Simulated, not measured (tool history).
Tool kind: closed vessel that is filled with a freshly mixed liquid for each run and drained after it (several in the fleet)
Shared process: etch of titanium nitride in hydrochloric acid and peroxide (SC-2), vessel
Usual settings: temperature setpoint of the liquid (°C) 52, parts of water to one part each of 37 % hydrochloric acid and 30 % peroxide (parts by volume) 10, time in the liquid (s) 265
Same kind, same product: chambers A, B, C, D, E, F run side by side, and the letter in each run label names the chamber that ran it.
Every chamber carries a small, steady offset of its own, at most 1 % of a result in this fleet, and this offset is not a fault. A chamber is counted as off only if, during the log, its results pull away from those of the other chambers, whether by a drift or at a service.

run,hour,temperature setpoint of the liquid (°C),parts of water to one part each of 37 % hydrochloric acid and 30 % peroxide (parts by volume),time in the liquid (s),"read-back film thickness of the titanium nitride reference wafer, read on the same gauge (nm)",thickness taken off the titanium nitride on a monitor wafer (angstrom)
# hour 7.2: chamber B: chemicals flow meter replaced
1A,7.2,52,10,265,79.981,97.482
# hour 14.4: chamber C: new drum of peroxide connected
2B,17.1,52,10,265,79.98,95.917
3F,28.4,52,10,265,80.003,96.295
# hour 33.4: chamber A: chemicals flow meter replaced
4D,39.7,52,10,265,79.993,96.533
5C,48.7,43.5,10,265,80.014,53.909
6E,58.8,43.5,10,265,80.01,54.208
7F,65.5,43.5,10,265,79.987,54.02
8C,73.6,43.5,10,265,79.958,54.558
# hour 76: chamber F: new drum of peroxide connected
9E,79.8,43.5,10,265,80.012,53.803
10B,87.9,43.5,10,265,79.976,54.041
11D,94.5,61,10,375,80.032,246.71
12A,104.4,61,10,375,79.957,244.35
13F,112.7,61,10,375,80.022,240.2
14A,119.3,61,10,375,79.99,245.89
15E,128.8,61,10,375,80.026,240.7
16D,137.5,61,10,375,80.029,245.39
17C,147.2,52,11.5,385,80.035,124.85
18B,156.1,52,11.5,385,80.012,123.67
19E,166,52,11.5,385,79.976,121.66
20C,171.2,52,11.5,385,79.988,125.41
21A,181,52,11.5,385,79.992,124.17
22B,188.2,52,11.5,385,80.016,123.16
23D,195.2,52,10,265,80.008,95.974
24F,201.2,52,10,265,79.981,96.832
25C,210.9,52,10,265,80.005,96.811
# hour 218.1: chamber D: chemicals flow meter replaced
26F,219.9,52,8.5,400,79.973,165.16
27B,229.8,52,8.5,400,79.988,165.2
28E,236.1,52,8.5,400,79.952,161.6
# hour 236.8: chamber C: thermometer replaced
29A,245.4,52,8.5,400,79.968,166.88
30D,252.2,52,8.5,400,80.036,166.56
31E,261.2,52,8.5,400,79.97,160.05
32B,268.1,52,10,265,79.984,95.872
33F,275.4,52,10,265,80.016,96.614
# hour 278.5: chamber F: chemicals flow meter replaced
34D,282.3,52,10,265,80.025,96.211
# hour 288.8: chamber F: thermometer replaced
35C,291.9,52,10,265,80.008,96.602
36A,298.3,52,10,265,80.065,95.888
37D,305.5,52,10,265,80.008,97.149
38C,312.8,52,10,265,79.983,97.475
39E,321,60,10,395,79.991,228.46
40F,330.9,60,10,395,79.955,238.5
41A,336.4,60,10,395,79.988,242.33

Has any chamber moved away from the others, gradually or after a service, or does the common gauge drift, or do the chambers differ only by their own small steady offsets? State the chamber and the most likely cause if one applies.

Chamber E drifts away from the others.
Likeliest cause: peroxide weaker than its label (%) = 6.04.
The log may not separate it from: liquid colder than its thermometer reads (K); chemicals flow below the setpoint (%).

Here are 4 candidates for chamber E's next run, each the usual settings with a change, their results left as question marks. Which one brings its results back in line with what the others give on the usual settings?
Allowed miss from the other chambers' usual-settings mean, per result, to count as in line: thickness taken off the titanium nitride on a monitor wafer (angstrom) 1.5
42E-1,344.6,51.5,10,260,,?
42E-2,344.6,53,9.5,265,,?
42E-3,344.6,51,10.5,265,,?
42E-4,344.6,52.5,10,270,,?

The other chambers' mean on the usual settings: thickness taken off the titanium nitride on a monitor wafer (angstrom) 96.375
run,thickness taken off the titanium nitride on a monitor wafer (angstrom)
42E-1,86.608
42E-2,101.8
42E-3,81.876
42E-4,96.059
42E-4 is the one that brings the chamber's results back in line with the other chambers.

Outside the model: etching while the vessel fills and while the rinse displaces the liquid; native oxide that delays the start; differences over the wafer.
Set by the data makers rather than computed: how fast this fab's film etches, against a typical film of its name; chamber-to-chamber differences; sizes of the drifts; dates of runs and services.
